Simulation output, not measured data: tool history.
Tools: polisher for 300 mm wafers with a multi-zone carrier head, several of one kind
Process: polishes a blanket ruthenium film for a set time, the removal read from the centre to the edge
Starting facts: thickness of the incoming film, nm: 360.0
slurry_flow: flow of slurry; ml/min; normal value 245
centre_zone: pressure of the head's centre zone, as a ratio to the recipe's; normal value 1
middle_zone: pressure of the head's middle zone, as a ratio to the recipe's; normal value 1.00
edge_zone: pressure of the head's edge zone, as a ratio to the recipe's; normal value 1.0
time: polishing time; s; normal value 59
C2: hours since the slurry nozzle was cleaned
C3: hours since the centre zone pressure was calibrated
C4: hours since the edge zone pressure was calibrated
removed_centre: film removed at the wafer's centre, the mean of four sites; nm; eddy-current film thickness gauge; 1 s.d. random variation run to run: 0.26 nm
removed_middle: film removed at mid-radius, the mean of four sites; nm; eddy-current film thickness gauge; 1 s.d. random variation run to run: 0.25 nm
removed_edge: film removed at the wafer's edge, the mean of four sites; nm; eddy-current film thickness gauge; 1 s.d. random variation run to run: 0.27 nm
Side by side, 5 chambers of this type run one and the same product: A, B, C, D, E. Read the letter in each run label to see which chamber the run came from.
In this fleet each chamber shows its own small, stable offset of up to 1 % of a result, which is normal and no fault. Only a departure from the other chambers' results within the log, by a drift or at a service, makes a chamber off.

run 1D hour=4.4 | slurry_flow=245 centre_zone=1 middle_zone=1.00 edge_zone=1.0 time=59 | wafers_polished_on_this_pad=857 C2=185.9 C3=68.6 C4=356.8 | removed_centre=35.421 removed_middle=35.599 removed_edge=35.416
-- hour=9.5 chamber A: slurry nozzle cleaned
run 2A hour=10.1 | slurry_flow=245 centre_zone=1 middle_zone=1.00 edge_zone=1.0 time=59 | wafers_polished_on_this_pad=597 C2=0.6 C3=196.3 C4=505.0 | removed_centre=35.089 removed_middle=35.397 removed_edge=35.142
run 3B hour=16.2 | slurry_flow=245 centre_zone=1 middle_zone=1.00 edge_zone=1.0 time=59 | wafers_polished_on_this_pad=776 C2=61.4 C3=392.3 C4=951.3 | removed_centre=35.043 removed_middle=34.575 removed_edge=35.019
run 4C hour=20.9 | slurry_flow=245 centre_zone=1 middle_zone=1.00 edge_zone=1.0 time=59 | wafers_polished_on_this_pad=238 C2=264.7 C3=436.7 C4=153.1 | removed_centre=34.900 removed_middle=35.127 removed_edge=35.019
-- hour=24.3 chamber D: worn pad replaced by a new one
-- hour=24.5 chamber A: worn pad replaced by a new one
run 5E hour=29.9 | slurry_flow=245 centre_zone=1 middle_zone=1.00 edge_zone=1.0 time=59 | wafers_polished_on_this_pad=1231 C2=194.5 C3=261.9 C4=108.6 | removed_centre=34.997 removed_middle=35.700 removed_edge=35.769
-- hour=33.4 chamber E: worn pad replaced by a new one
run 6C hour=35.6 | slurry_flow=245 centre_zone=1 middle_zone=1.00 edge_zone=1.0 time=59 | wafers_polished_on_this_pad=396 C2=279.4 C3=451.4 C4=167.8 | removed_centre=34.539 removed_middle=35.290 removed_edge=35.687
run 7A hour=41.1 | slurry_flow=245 centre_zone=1 middle_zone=1.00 edge_zone=1.0 time=59 | wafers_polished_on_this_pad=179 C2=31.6 C3=227.3 C4=536.0 | removed_centre=34.828 removed_middle=34.433 removed_edge=35.139
run 8B hour=47.8 | slurry_flow=245 centre_zone=1 middle_zone=1.00 edge_zone=1.0 time=59 | wafers_polished_on_this_pad=1116 C2=93.0 C3=423.9 C4=982.9 | removed_centre=35.554 removed_middle=34.302 removed_edge=34.670
run 9D hour=56.7 | slurry_flow=245 centre_zone=1 middle_zone=1.00 edge_zone=1.0 time=59 | wafers_polished_on_this_pad=349 C2=238.2 C3=120.9 C4=409.1 | removed_centre=34.913 removed_middle=35.009 removed_edge=35.188
run 10E hour=61.2 | slurry_flow=245 centre_zone=1 middle_zone=1.00 edge_zone=1.0 time=59 | wafers_polished_on_this_pad=299 C2=225.8 C3=293.2 C4=139.9 | removed_centre=35.333 removed_middle=35.831 removed_edge=35.265
run 11E hour=65.5 | slurry_flow=245 centre_zone=1 middle_zone=1.00 edge_zone=1.0 time=59 | wafers_polished_on_this_pad=345 C2=230.1 C3=297.5 C4=144.2 | removed_centre=35.027 removed_middle=35.561 removed_edge=35.863
run 12B hour=71.5 | slurry_flow=245 centre_zone=1 middle_zone=1.00 edge_zone=1.0 time=59 | wafers_polished_on_this_pad=1371 C2=116.7 C3=447.6 C4=1006.6 | removed_centre=35.140 removed_middle=34.782 removed_edge=34.734
-- hour=76.9 chamber B: worn pad replaced by a new one
run 13D hour=77.6 | slurry_flow=215 centre_zone=1 middle_zone=1.09 edge_zone=1.0 time=59 | wafers_polished_on_this_pad=574 C2=259.1 C3=141.8 C4=430.0 | removed_centre=35.132 removed_middle=37.751 removed_edge=34.716
run 14C hour=82.5 | slurry_flow=215 centre_zone=1 middle_zone=1.09 edge_zone=1.0 time=59 | wafers_polished_on_this_pad=901 C2=326.3 C3=498.3 C4=214.7 | removed_centre=34.328 removed_middle=37.409 removed_edge=34.621
-- hour=84.1 chamber D: slurry nozzle cleaned
run 15A hour=87.6 | slurry_flow=215 centre_zone=1 middle_zone=1.09 edge_zone=1.0 time=59 | wafers_polished_on_this_pad=679 C2=78.1 C3=273.8 C4=582.5 | removed_centre=34.225 removed_middle=37.268 removed_edge=35.201
-- hour=91.6 chamber E: centre zone pressure recalibrated
run 16D hour=93.5 | slurry_flow=215 centre_zone=1 middle_zone=1.09 edge_zone=1.0 time=59 | wafers_polished_on_this_pad=745 C2=9.5 C3=157.7 C4=445.9 | removed_centre=34.844 removed_middle=37.598 removed_edge=34.757
-- hour=97.2 chamber A: worn pad replaced by a new one
run 17A hour=101.9 | slurry_flow=215 centre_zone=1 middle_zone=1.09 edge_zone=1.0 time=59 | wafers_polished_on_this_pad=51 C2=92.4 C3=288.1 C4=596.8 | removed_centre=34.361 removed_middle=37.510 removed_edge=34.562
run 18E hour=108.8 | slurry_flow=245 centre_zone=1 middle_zone=1.00 edge_zone=1.0 time=59 | wafers_polished_on_this_pad=811 C2=273.4 C3=17.3 C4=187.5 | removed_centre=37.564 removed_middle=35.361 removed_edge=35.747
run 19B hour=114.1 | slurry_flow=245 centre_zone=1 middle_zone=1.00 edge_zone=1.0 time=59 | wafers_polished_on_this_pad=401 C2=159.3 C3=490.2 C4=1049.2 | removed_centre=35.374 removed_middle=34.649 removed_edge=34.879
-- hour=115.2 chamber C: centre zone pressure recalibrated
-- hour=115.5 chamber D: worn pad replaced by a new one
-- hour=117.2 chamber C: worn pad replaced by a new one
run 20C hour=121.0 | slurry_flow=245 centre_zone=1 middle_zone=1.00 edge_zone=1.0 time=59 | wafers_polished_on_this_pad=41 C2=364.8 C3=5.9 C4=253.2 | removed_centre=34.376 removed_middle=35.312 removed_edge=35.028
run 21D hour=128.3 | slurry_flow=245 centre_zone=1 middle_zone=1.00 edge_zone=1.0 time=59 | wafers_polished_on_this_pad=138 C2=44.3 C3=192.5 C4=480.7 | removed_centre=35.634 removed_middle=35.272 removed_edge=35.148
run 22C hour=136.3 | slurry_flow=245 centre_zone=1 middle_zone=1.00 edge_zone=1.0 time=59 | wafers_polished_on_this_pad=206 C2=380.1 C3=21.2 C4=268.5 | removed_centre=34.413 removed_middle=35.447 removed_edge=35.137
run 23B hour=140.9 | slurry_flow=245 centre_zone=1 middle_zone=1.00 edge_zone=1.0 time=59 | wafers_polished_on_this_pad=689 C2=186.1 C3=517.0 C4=1076.0 | removed_centre=35.088 removed_middle=34.538 removed_edge=34.614
run 24A hour=146.7 | slurry_flow=245 centre_zone=1 middle_zone=1.00 edge_zone=1.0 time=59 | wafers_polished_on_this_pad=533 C2=137.2 C3=332.9 C4=641.6 | removed_centre=34.771 removed_middle=35.074 removed_edge=35.143
-- hour=150.1 chamber E: worn pad replaced by a new one
run 25E hour=155.3 | slurry_flow=245 centre_zone=1 middle_zone=1.00 edge_zone=1.0 time=59 | wafers_polished_on_this_pad=56 C2=319.9 C3=63.8 C4=234.0 | removed_centre=37.785 removed_middle=35.770 removed_edge=35.299
-- hour=158.1 chamber A: worn pad replaced by a new one
run 26E hour=163.8 | slurry_flow=245 centre_zone=1 middle_zone=1.00 edge_zone=1.0 time=59 | wafers_polished_on_this_pad=148 C2=328.4 C3=72.3 C4=242.5 | removed_centre=37.522 removed_middle=35.590 removed_edge=35.551
run 27A hour=170.4 | slurry_flow=245 centre_zone=1 middle_zone=1.00 edge_zone=1.0 time=59 | wafers_polished_on_this_pad=132 C2=160.9 C3=356.6 C4=665.3 | removed_centre=34.885 removed_middle=34.992 removed_edge=35.610
run 28D hour=175.9 | slurry_flow=245 centre_zone=1 middle_zone=1.00 edge_zone=1.0 time=59 | wafers_polished_on_this_pad=650 C2=91.9 C3=240.1 C4=528.3 | removed_centre=35.379 removed_middle=35.347 removed_edge=35.337
run 29C hour=185.0 | slurry_flow=245 centre_zone=1 middle_zone=1.00 edge_zone=1.0 time=59 | wafers_polished_on_this_pad=730 C2=428.8 C3=69.9 C4=317.2 | removed_centre=34.917 removed_middle=35.152 removed_edge=35.477
run 30B hour=193.6 | slurry_flow=245 centre_zone=1 middle_zone=1.00 edge_zone=1.0 time=59 | wafers_polished_on_this_pad=1256 C2=238.8 C3=569.7 C4=1128.7 | removed_centre=35.322 removed_middle=34.487 removed_edge=34.856
-- hour=194.2 chamber B: worn pad replaced by a new one
-- hour=202.5 chamber D: worn pad replaced by a new one
run 31D hour=202.6 | slurry_flow=245 centre_zone=1 middle_zone=1.00 edge_zone=1.0 time=59 | wafers_polished_on_this_pad=1 C2=118.6 C3=266.8 C4=555.0 | removed_centre=35.151 removed_middle=35.056 removed_edge=34.783
run 32B hour=206.7 | slurry_flow=245 centre_zone=1 middle_zone=1.00 edge_zone=1.0 time=59 | wafers_polished_on_this_pad=135 C2=251.9 C3=582.8 C4=1141.8 | removed_centre=35.397 removed_middle=34.901 removed_edge=34.984
run 33C hour=212.4 | slurry_flow=180 centre_zone=1 middle_zone=1.00 edge_zone=1.1 time=59 | wafers_polished_on_this_pad=1025 C2=456.2 C3=97.3 C4=344.6 | removed_centre=33.045 removed_middle=33.607 removed_edge=35.703
run 34E hour=216.7 | slurry_flow=180 centre_zone=1 middle_zone=1.00 edge_zone=1.1 time=59 | wafers_polished_on_this_pad=717 C2=381.3 C3=125.2 C4=295.4 | removed_centre=35.835 removed_middle=33.700 removed_edge=36.167
run 35A hour=222.1 | slurry_flow=180 centre_zone=1 middle_zone=1.00 edge_zone=1.1 time=59 | wafers_polished_on_this_pad=688 C2=212.6 C3=408.3 C4=717.0 | removed_centre=33.640 removed_middle=34.093 removed_edge=36.178
-- hour=230.5 chamber A: worn pad replaced by a new one
run 36A hour=231.2 | slurry_flow=180 centre_zone=1 middle_zone=1.00 edge_zone=1.1 time=59 | wafers_polished_on_this_pad=8 C2=221.7 C3=417.4 C4=726.1 | removed_centre=33.673 removed_middle=33.391 removed_edge=35.770

Predict what each chamber gives when all 5 of them run the settings below next.
run 37A hour=237.8 | slurry_flow=190 centre_zone=1 middle_zone=1.00 edge_zone=1.0 time=59 | removed_centre=? removed_middle=? removed_edge=?
run 37B hour=237.8 | slurry_flow=190 centre_zone=1 middle_zone=1.00 edge_zone=1.0 time=59 | removed_centre=? removed_middle=? removed_edge=?
run 37C hour=237.8 | slurry_flow=190 centre_zone=1 middle_zone=1.00 edge_zone=1.0 time=59 | removed_centre=? removed_middle=? removed_edge=?
run 37D hour=237.8 | slurry_flow=190 centre_zone=1 middle_zone=1.00 edge_zone=1.0 time=59 | removed_centre=? removed_middle=? removed_edge=?
run 37E hour=237.8 | slurry_flow=190 centre_zone=1 middle_zone=1.00 edge_zone=1.0 time=59 | removed_centre=? removed_middle=? removed_edge=?

run=37A removed_centre=33.848 removed_middle=33.732 removed_edge=34.899
run=37B removed_centre=34.175 removed_middle=33.420 removed_edge=34.106
run=37C removed_centre=33.159 removed_middle=34.029 removed_edge=34.245
run=37D removed_centre=34.243 removed_middle=33.870 removed_edge=34.008
run=37E removed_centre=36.162 removed_middle=34.387 removed_edge=34.609
